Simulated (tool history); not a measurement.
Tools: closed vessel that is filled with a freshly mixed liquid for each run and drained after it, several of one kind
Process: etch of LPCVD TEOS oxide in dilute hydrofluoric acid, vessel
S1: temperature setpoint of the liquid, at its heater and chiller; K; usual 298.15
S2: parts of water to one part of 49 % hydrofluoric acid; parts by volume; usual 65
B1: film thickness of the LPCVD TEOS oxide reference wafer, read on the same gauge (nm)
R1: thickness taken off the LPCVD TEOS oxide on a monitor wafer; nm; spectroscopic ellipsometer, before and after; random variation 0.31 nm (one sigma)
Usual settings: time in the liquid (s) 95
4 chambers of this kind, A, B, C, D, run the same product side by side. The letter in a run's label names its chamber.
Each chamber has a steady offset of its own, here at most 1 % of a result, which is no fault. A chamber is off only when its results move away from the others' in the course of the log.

run 1B day=0.129 | S1=298.15 S2=65 time_in_the_liquid_(s)=95 | B1=110.00 | R1=54.745
run 2A day=0.367 | S1=298.15 S2=65 time_in_the_liquid_(s)=95 | B1=110.02 | R1=54.406
run 3D day=0.500 | S1=298.15 S2=65 time_in_the_liquid_(s)=95 | B1=110.01 | R1=54.357
run 4C day=0.625 | S1=298.15 S2=65 time_in_the_liquid_(s)=95 | B1=110.00 | R1=54.978
run 5D day=0.879 | S1=298.15 S2=90 time_in_the_liquid_(s)=95 | B1=110.01 | R1=37.853
run 6C day=1.050 | S1=298.15 S2=90 time_in_the_liquid_(s)=95 | B1=110.01 | R1=38.518
-- day=1.150 chamber B: thermometer replaced
run 7B day=1.238 | S1=298.15 S2=90 time_in_the_liquid_(s)=95 | B1=110.01 | R1=38.129
-- day=1.371 chamber B: hydrofluoric acid flow meter replaced
run 8A day=1.396 | S1=298.15 S2=90 time_in_the_liquid_(s)=95 | B1=110.00 | R1=38.237
run 9D day=1.621 | S1=298.15 S2=65 time_in_the_liquid_(s)=140 | B1=109.98 | R1=79.911
run 10C day=1.879 | S1=298.15 S2=65 time_in_the_liquid_(s)=140 | B1=110.00 | R1=80.424
run 11B day=2.108 | S1=298.15 S2=65 time_in_the_liquid_(s)=140 | B1=109.99 | R1=80.758
run 12A day=2.229 | S1=298.15 S2=65 time_in_the_liquid_(s)=140 | B1=110.00 | R1=80.436
run 13D day=2.408 | S1=298.15 S2=65 time_in_the_liquid_(s)=95 | B1=110.02 | R1=54.295
run 14C day=2.608 | S1=298.15 S2=65 time_in_the_liquid_(s)=95 | B1=109.99 | R1=54.840
run 15A day=2.733 | S1=298.15 S2=65 time_in_the_liquid_(s)=60 | B1=110.00 | R1=34.530
run 16B day=2.946 | S1=298.15 S2=65 time_in_the_liquid_(s)=60 | B1=110.02 | R1=34.826
run 17D day=3.162 | S1=298.15 S2=65 time_in_the_liquid_(s)=60 | B1=110.01 | R1=34.466
run 18B day=3.312 | S1=298.15 S2=65 time_in_the_liquid_(s)=60 | B1=110.00 | R1=34.684
run 19A day=3.446 | S1=298.15 S2=65 time_in_the_liquid_(s)=95 | B1=109.99 | R1=54.712
run 20C day=3.621 | S1=298.15 S2=65 time_in_the_liquid_(s)=95 | B1=110.02 | R1=54.451
run 21A day=3.842 | S1=298.15 S2=65 time_in_the_liquid_(s)=95 | B1=109.99 | R1=53.968
run 22C day=4.079 | S1=298.15 S2=65 time_in_the_liquid_(s)=95 | B1=110.00 | R1=54.988
run 23D day=4.204 | S1=296.15 S2=85 time_in_the_liquid_(s)=95 | B1=110.01 | R1=37.476
run 24B day=4.417 | S1=296.15 S2=85 time_in_the_liquid_(s)=95 | B1=110.01 | R1=37.867
run 25C day=4.642 | S1=296.15 S2=85 time_in_the_liquid_(s)=95 | B1=110.00 | R1=37.959
run 26B day=4.862 | S1=296.15 S2=85 time_in_the_liquid_(s)=95 | B1=110.00 | R1=37.417
run 27A day=4.979 | S1=298.15 S2=65 time_in_the_liquid_(s)=95 | B1=110.01 | R1=54.307
run 28D day=5.196 | S1=298.15 S2=65 time_in_the_liquid_(s)=95 | B1=110.00 | R1=54.134
run 29A day=5.446 | S1=298.15 S2=65 time_in_the_liquid_(s)=95 | B1=110.02 | R1=54.476
run 30C day=5.679 | S1=298.15 S2=65 time_in_the_liquid_(s)=95 | B1=110.00 | R1=54.962
run 31D day=5.871 | S1=298.15 S2=65 time_in_the_liquid_(s)=95 | B1=110.00 | R1=54.941
run 32B day=6.079 | S1=298.15 S2=65 time_in_the_liquid_(s)=95 | B1=110.00 | R1=54.285
run 33D day=6.296 | S1=298.15 S2=65 time_in_the_liquid_(s)=95 | B1=110.00 | R1=54.548
run 34B day=6.454 | S1=298.15 S2=65 time_in_the_liquid_(s)=95 | B1=110.01 | R1=55.036
run 35A day=6.567 | S1=298.15 S2=65 time_in_the_liquid_(s)=95 | B1=109.98 | R1=54.402
run 36C day=6.729 | S1=298.15 S2=65 time_in_the_liquid_(s)=95 | B1=110.01 | R1=54.989
run 37D day=6.979 | S1=298.15 S2=65 time_in_the_liquid_(s)=95 | B1=110.01 | R1=54.720
run 38A day=7.200 | S1=298.15 S2=65 time_in_the_liquid_(s)=95 | B1=110.01 | R1=54.314
-- day=7.258 chamber D: hydrofluoric acid flow meter replaced
run 39C day=7.421 | S1=298.15 S2=65 time_in_the_liquid_(s)=95 | B1=110.00 | R1=54.579
run 40B day=7.667 | S1=298.15 S2=65 time_in_the_liquid_(s)=95 | B1=110.00 | R1=54.574
run 41D day=7.912 | S1=298.15 S2=65 time_in_the_liquid_(s)=95 | B1=109.99 | R1=54.046
run 42B day=8.050 | S1=298.15 S2=65 time_in_the_liquid_(s)=95 | B1=110.01 | R1=54.808

Next, every chamber runs the same settings. What will each give?
run 43A day=8.238 | S1=298.15 S2=65 time_in_the_liquid_(s)=95 | R1=?
run 43B day=8.238 | S1=298.15 S2=65 time_in_the_liquid_(s)=95 | R1=?
run 43C day=8.238 | S1=298.15 S2=65 time_in_the_liquid_(s)=95 | R1=?
run 43D day=8.238 | S1=298.15 S2=65 time_in_the_liquid_(s)=95 | R1=?

run=43A R1=54.697
run=43B R1=54.664
run=43C R1=55.070
run=43D R1=54.729
